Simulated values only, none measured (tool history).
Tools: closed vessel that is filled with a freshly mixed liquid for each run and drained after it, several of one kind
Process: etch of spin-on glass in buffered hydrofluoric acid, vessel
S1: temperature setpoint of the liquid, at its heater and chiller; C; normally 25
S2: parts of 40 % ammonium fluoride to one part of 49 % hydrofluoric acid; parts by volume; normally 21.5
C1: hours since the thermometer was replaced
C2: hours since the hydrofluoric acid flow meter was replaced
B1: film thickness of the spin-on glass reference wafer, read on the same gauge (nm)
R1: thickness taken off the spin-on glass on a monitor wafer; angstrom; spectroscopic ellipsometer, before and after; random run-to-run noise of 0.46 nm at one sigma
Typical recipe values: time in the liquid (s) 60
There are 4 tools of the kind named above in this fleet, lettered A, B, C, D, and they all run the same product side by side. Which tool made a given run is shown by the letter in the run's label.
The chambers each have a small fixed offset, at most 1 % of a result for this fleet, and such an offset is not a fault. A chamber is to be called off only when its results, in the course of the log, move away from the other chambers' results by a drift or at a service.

Run 1B, day 0.517: usual settings; C1 698.0; C2 546.9; B1 30.001. Result: R1 693.25 angstrom.
Run 2D, day 1.088: usual settings; C1 327.3; C2 882.6; B1 30.040. Result: R1 678.53 angstrom.
Run 3C, day 1.600: usual settings; C1 301.7; C2 973.4; B1 29.991. Result: R1 694.91 angstrom.
Run 4A, day 2.058: usual settings; C1 1733.4; C2 350.4; B1 29.999. Result: R1 693.65 angstrom.
Run 5D, day 2.429: usual settings; C1 359.5; C2 914.8; B1 29.979. Result: R1 686.41 angstrom.
Run 6B, day 3.046: usual settings; C1 758.7; C2 607.6; B1 30.022. Result: R1 701.54 angstrom.
Run 7A, day 3.450: usual settings; C1 1766.8; C2 383.8; B1 29.978. Result: R1 696.30 angstrom.
Run 8C, day 4.054: usual settings; C1 360.6; C2 1032.3; B1 29.988. Result: R1 698.83 angstrom.
Run 9B, day 4.679: usual settings; C1 797.9; C2 646.8; B1 30.005. Result: R1 705.36 angstrom.
Run 10C, day 5.292: usual settings; C1 390.3; C2 1062.0; B1 30.002. Result: R1 697.13 angstrom.
Run 11A, day 5.762: usual settings; C1 1822.3; C2 439.3; B1 29.997. Result: R1 693.51 angstrom.
Run 12D, day 6.358: usual settings; C1 453.8; C2 1009.1; B1 29.997. Result: R1 703.60 angstrom.
Run 13B, day 6.717: usual settings; C1 846.8; C2 695.7; B1 30.009. Result: R1 701.12 angstrom.
At day 6.796: chamber B: thermometer replaced.
Run 14A, day 7.075: usual settings; C1 1853.8; C2 470.8; B1 30.009. Result: R1 697.35 angstrom.
Run 15D, day 7.650: usual settings; C1 484.8; C2 1040.1; B1 30.002. Result: R1 713.46 angstrom.
Run 16C, day 8.092: usual settings; C1 457.5; C2 1129.2; B1 30.006. Result: R1 695.00 angstrom.
Run 17D, day 8.633: usual settings; C1 508.4; C2 1063.7; B1 30.017. Result: R1 713.56 angstrom.
Run 18A, day 9.038: usual settings; C1 1900.9; C2 517.9; B1 29.997. Result: R1 697.69 angstrom.
Run 19C, day 9.454: usual settings; C1 490.2; C2 1161.9; B1 30.013. Result: R1 699.85 angstrom.
Run 20B, day 10.117: usual settings; C1 79.8; C2 777.3; B1 30.006. Result: R1 697.78 angstrom.
Run 21C, day 10.771: usual settings; C1 521.8; C2 1193.5; B1 29.990. Result: R1 696.79 angstrom.
Run 22B, day 11.312: usual settings; C1 108.5; C2 806.0; B1 30.011. Result: R1 696.44 angstrom.
Run 23A, day 11.942: usual settings; C1 1970.6; C2 587.6; B1 30.012. Result: R1 703.77 angstrom.
Run 24D, day 12.271: usual settings; C1 595.7; C2 1151.0; B1 29.998. Result: R1 732.83 angstrom.
Run 25D, day 12.796: usual settings; C1 608.3; C2 1163.6; B1 29.964. Result: R1 731.85 angstrom.
Run 26B, day 13.267: usual settings but S1 28 C, time in the liquid (s) 95; C1 155.4; C2 852.9; B1 29.979. Result: R1 1287.10 angstrom.
Run 27A, day 13.808: usual settings but S1 28 C, time in the liquid (s) 95; C1 2015.4; C2 632.4; B1 29.976. Result: R1 1288.90 angstrom.
Run 28C, day 14.304: usual settings but S1 28 C, time in the liquid (s) 95; C1 606.6; C2 1278.3; B1 29.998. Result: R1 1312.40 angstrom.

All chambers now run identical settings, listed one chamber a line with results as question marks. What results will each chamber show?
Run 29A, day 14.792: usual settings. Result: R1 ?.
Run 29B, day 14.792: usual settings. Result: R1 ?.
Run 29C, day 14.792: usual settings. Result: R1 ?.
Run 29D, day 14.792: usual settings. Result: R1 ?.

run      R1
29A  701.93
29B  698.02
29C  693.52
29D  741.41
